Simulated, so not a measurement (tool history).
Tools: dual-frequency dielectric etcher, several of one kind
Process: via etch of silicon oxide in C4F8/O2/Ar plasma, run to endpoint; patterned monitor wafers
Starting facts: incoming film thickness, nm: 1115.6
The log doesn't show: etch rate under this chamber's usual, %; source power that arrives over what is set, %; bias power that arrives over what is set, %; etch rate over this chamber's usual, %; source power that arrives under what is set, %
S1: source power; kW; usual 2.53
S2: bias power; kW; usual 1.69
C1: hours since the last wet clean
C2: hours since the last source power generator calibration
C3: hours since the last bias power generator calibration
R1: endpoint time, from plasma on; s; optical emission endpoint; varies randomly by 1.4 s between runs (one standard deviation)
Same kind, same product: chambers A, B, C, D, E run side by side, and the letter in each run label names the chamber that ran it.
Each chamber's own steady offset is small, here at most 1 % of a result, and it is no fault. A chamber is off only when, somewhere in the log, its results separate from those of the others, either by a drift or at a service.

run,hour,S1,S2,C1,C2,C3,R1
1C,7,2.53,1.69,291.2,3153.9,2681.3,207.97
2D,19.1,2.53,1.69,130.8,1343.5,4011.8,211.64
3A,27,2.53,1.69,302.3,436.9,1836.6,210.21
4E,37.7,2.53,1.69,285,1675.8,239.2,210.66
5B,45.2,2.53,1.69,322.8,1735.5,1433.3,208.26
6E,58.7,2.53,1.69,306,1696.8,260.2,209.77
7C,73.6,2.53,1.69,357.8,3220.5,2747.9,207.99
8B,87.5,2.53,1.69,365.1,1777.8,1475.6,208.19
# hour 88.1: chamber B: wet clean of the chamber
9A,96,2.53,1.69,371.3,505.9,1905.6,207.33
10D,109,2.23,1.533,220.7,1433.4,4101.7,227.04
11C,117.5,2.23,1.533,401.7,3264.4,2791.8,228.24
12A,126.6,2.23,1.533,401.9,536.5,1936.2,226.89
13E,137.4,2.23,1.533,384.7,1775.5,338.9,227.23
14D,151.5,2.23,1.533,263.2,1475.9,4144.2,228.8
15B,160,2.53,1.69,71.9,1850.3,1548.1,209.59
16C,166.6,2.53,1.69,450.8,3313.5,2840.9,214.52
17E,180.4,2.53,1.344,427.7,1818.5,381.9,223.93
18B,193.3,2.53,1.344,105.2,1883.6,1581.4,219.91
19D,201.6,2.53,1.344,313.3,1526,4194.3,223.17
# hour 208.2: chamber C: bias power generator calibrated
20A,214.2,2.53,1.344,489.5,624.1,2023.8,221.44
21B,228.1,2.53,1.344,140,1918.4,1616.2,221.79
22A,240.6,2.53,1.69,515.9,650.5,2050.2,209.27
# hour 244.5: chamber D: wet clean of the chamber
23D,249,2.53,1.558,4.6,1573.4,4241.7,214.36
24C,260.9,2.53,1.558,545.1,3407.8,52.8,220.93
25E,274,2.53,1.558,521.3,1912.1,475.5,215.89
# hour 284.4: chamber E: wet clean of the chamber
26A,284.7,2.53,1.558,560,694.6,2094.3,211.69
27D,292.2,2.53,1.558,47.8,1616.6,4284.9,215.36
28E,306.6,2.53,1.69,22.3,1944.7,508.1,210.55
29C,317.4,2.53,1.69,601.6,3464.3,109.3,218.3
30B,330.2,2.53,1.69,242.1,2020.5,1718.3,209.62

Does one chamber stand apart from the rest, does the shared gauge drift, or is all well apart from small per-chamber offsets? Give the chamber and the most likely cause, where there is one.

Little by little, chamber C moves away from the other chambers.
What lies behind it: etch rate under this chamber's usual, % = 4.64.

Here are 4 candidates for chamber C's next run, each the usual settings with a change, their results left as question marks. Which one brings its results back in line with what the others give on the usual settings?
A result is in line if it is within this distance of the other chambers' mean on the usual settings: R1 4.9 s
31C-1,341,2.71,1.77,,,,?
31C-2,341,2.53,1.235,,,,?
31C-3,341,2.27,1.69,,,,?
31C-4,341,2.9,1.855,,,,?

The mean the other chambers reach with the usual settings: R1 210 s
run,R1
31C-1,209.29
31C-2,236.14
31C-3,227.43
31C-4,201.14
With 31C-1, the chamber falls back in line with the rest.
